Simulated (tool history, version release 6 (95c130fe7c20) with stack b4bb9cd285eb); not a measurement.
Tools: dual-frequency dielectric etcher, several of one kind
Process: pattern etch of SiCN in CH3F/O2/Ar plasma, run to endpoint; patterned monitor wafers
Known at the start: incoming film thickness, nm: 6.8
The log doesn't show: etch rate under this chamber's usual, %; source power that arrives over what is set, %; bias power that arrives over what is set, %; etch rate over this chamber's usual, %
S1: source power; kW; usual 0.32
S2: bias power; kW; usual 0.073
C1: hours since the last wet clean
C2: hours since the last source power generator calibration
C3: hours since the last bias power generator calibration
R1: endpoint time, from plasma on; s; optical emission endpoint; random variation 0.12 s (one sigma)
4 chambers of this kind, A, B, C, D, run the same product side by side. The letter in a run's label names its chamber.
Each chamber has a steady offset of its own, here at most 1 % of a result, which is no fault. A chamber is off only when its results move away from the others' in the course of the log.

run	hour	S1	S2	C1	C2	C3	R1
1D	4.5	0.32	0.073	281.2	504.5	2627.2	19.85
# hour 6.6: chamber D: bias power generator calibrated
2C	10.9	0.32	0.073	128.2	196.8	1622	19.363
3B	15.4	0.32	0.073	171.6	1442.7	2750.9	19.645
4A	21.1	0.32	0.073	136.4	1441.6	3364.7	19.634
5C	27	0.32	0.073	144.3	212.9	1638.1	19.479
6D	33.6	0.32	0.073	310.3	533.6	27.1	19.848
7B	37.7	0.37	0.055	193.9	1465	2773.2	20.721
8A	43.8	0.37	0.055	159.1	1464.3	3387.4	20.788
9D	48.6	0.37	0.055	325.3	548.6	42.1	20.598
10B	53.5	0.37	0.055	209.7	1480.8	2789	20.583
11C	59.7	0.32	0.073	177	245.6	1670.8	19.341
12A	62.7	0.32	0.073	178	1483.2	3406.3	19.424
13A	68.2	0.32	0.073	183.5	1488.7	3411.8	19.604
14C	71.4	0.32	0.073	188.7	257.3	1682.5	19.42
15D	76	0.32	0.073	352.7	576	69.5	19.693
16B	79.7	0.32	0.073	235.9	1507	2815.2	19.656
17C	84.5	0.32	0.073	201.8	270.4	1695.6	19.491
18D	91.3	0.32	0.073	368	591.3	84.8	19.8
19B	96.4	0.32	0.073	252.6	1523.7	2831.9	19.608
20A	102.2	0.32	0.073	217.5	1522.7	3445.8	19.583
21D	105.4	0.32	0.073	382.1	605.4	98.9	19.562
22C	111.8	0.32	0.073	229.1	297.7	1722.9	19.36
23B	117.5	0.32	0.073	273.7	1544.8	2853	19.611
24A	121	0.32	0.073	236.3	1541.5	3464.6	19.746
25C	125.5	0.32	0.073	242.8	311.4	1736.6	19.268
26A	128.6	0.32	0.073	243.9	1549.1	3472.2	19.589
27D	132.6	0.32	0.073	409.3	632.6	126.1	19.642
28B	136.9	0.37	0.085	293.1	1564.2	2872.4	17.596
29A	140.6	0.37	0.085	255.9	1561.1	3484.2	17.509
30D	146.6	0.37	0.085	423.3	646.6	140.1	17.645
31B	150.7	0.37	0.085	306.9	1578	2886.2	17.695
32C	157.4	0.32	0.073	274.7	343.3	1768.5	19.24
33D	163.1	0.32	0.073	439.8	663.1	156.6	19.655
34A	166.6	0.32	0.073	281.9	1587.1	3510.2	19.663
35C	171.8	0.32	0.073	289.1	357.7	1782.9	19.431
36B	178.2	0.32	0.073	334.4	1605.5	2913.7	19.538
# hour 180.6: chamber B: source power generator calibrated
37B	183.3	0.32	0.073	339.5	2.7	2918.8	19.896
38A	187.8	0.32	0.056	303.1	1608.3	3531.4	21.769
39D	192.2	0.32	0.056	468.9	692.2	185.7	21.639
40C	198.5	0.32	0.056	315.8	384.4	1809.6	21.602
41B	204	0.32	0.056	360.2	23.4	2939.5	21.416

Is one chamber off against the others, does the gauge drift, or is nothing wrong? If a chamber is off, say which, and what the likeliest cause is.

No chamber stands off beyond its own small offset, and the gauge holds steady.
